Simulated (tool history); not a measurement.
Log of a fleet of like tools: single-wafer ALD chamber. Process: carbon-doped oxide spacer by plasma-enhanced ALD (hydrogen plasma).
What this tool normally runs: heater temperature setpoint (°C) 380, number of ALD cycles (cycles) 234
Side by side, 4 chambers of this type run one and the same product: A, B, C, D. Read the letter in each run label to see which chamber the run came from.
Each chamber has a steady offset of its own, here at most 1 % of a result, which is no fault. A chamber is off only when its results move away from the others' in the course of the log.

| run | day | heater temperature setpoint (°C) | number of ALD cycles (cycles) | read-back reference wafer on the same gauge, thickness_nm | mean film thickness on the monitor wafer (nm) |
|---|---|---|---|---|---|
| 1B | 0.329 | 380 | 234 | 10.904 | 11.63 |
| 2A | 0.671 | 380 | 234 | 10.908 | 11.679 |
| 3D | 0.833 | 380 | 234 | 10.904 | 11.689 |
| 4C | 1.179 | 380 | 234 | 10.907 | 11.81 |
| 5D | 1.475 | 380 | 234 | 10.906 | 11.678 |
| 6C | 1.796 | 380 | 234 | 10.914 | 11.823 |
| 7A | 2.112 | 380 | 234 | 10.911 | 11.716 |
| 8B | 2.358 | 380 | 234 | 10.916 | 11.58 |
| 9C | 2.629 | 380 | 234 | 10.917 | 11.837 |
| 10A | 2.817 | 380 | 234 | 10.919 | 11.72 |
| 11B | 3.158 | 380 | 234 | 10.922 | 11.628 |
| 12D | 3.325 | 380 | 234 | 10.92 | 11.724 |
| 13D | 3.496 | 380 | 234 | 10.926 | 11.711 |
| 14B | 3.85 | 372 | 234 | 10.924 | 11.628 |
| 15A | 4.108 | 372 | 234 | 10.926 | 11.745 |
| 16C | 4.292 | 372 | 234 | 10.935 | 11.85 |
| 17D | 4.65 | 372 | 234 | 10.935 | 11.733 |
| 18B | 4.9 | 380 | 234 | 10.935 | 11.657 |
|  | 4.912 | chamber B: thermocouple changed; heater temperature recalibrated |
| 19A | 5.221 | 380 | 234 | 10.939 | 11.767 |
| 20C | 5.433 | 391 | 201 | 10.939 | 10.187 |
| 21D | 5.779 | 391 | 201 | 10.942 | 10.061 |
| 22C | 5.983 | 391 | 201 | 10.943 | 10.182 |
| 23A | 6.162 | 391 | 201 | 10.945 | 10.079 |
| 24B | 6.342 | 380 | 234 | 10.948 | 11.632 |
| 25D | 6.679 | 392 | 234 | 10.948 | 11.714 |
| 26B | 6.954 | 392 | 234 | 10.953 | 11.644 |
| 27A | 7.254 | 392 | 234 | 10.951 | 11.753 |
| 28C | 7.508 | 392 | 234 | 10.953 | 11.872 |
| 29A | 7.842 | 380 | 234 | 10.953 | 11.74 |
| 30C | 8.096 | 368 | 255 | 10.954 | 12.951 |
| 31D | 8.3 | 368 | 255 | 10.958 | 12.817 |
| 32B | 8.633 | 368 | 255 | 10.958 | 12.68 |
| 33B | 8.821 | 368 | 255 | 10.96 | 12.739 |
| 34A | 9.004 | 380 | 234 | 10.965 | 11.778 |

Is one chamber off against the others, does the gauge drift, or is nothing wrong? If a chamber is off, say which, and what the likeliest cause is.

Every chamber seems to shift together because the gauge that measures them all drifts; the chambers themselves are fine.
Cause: gauge reads high (%) = 0.6.
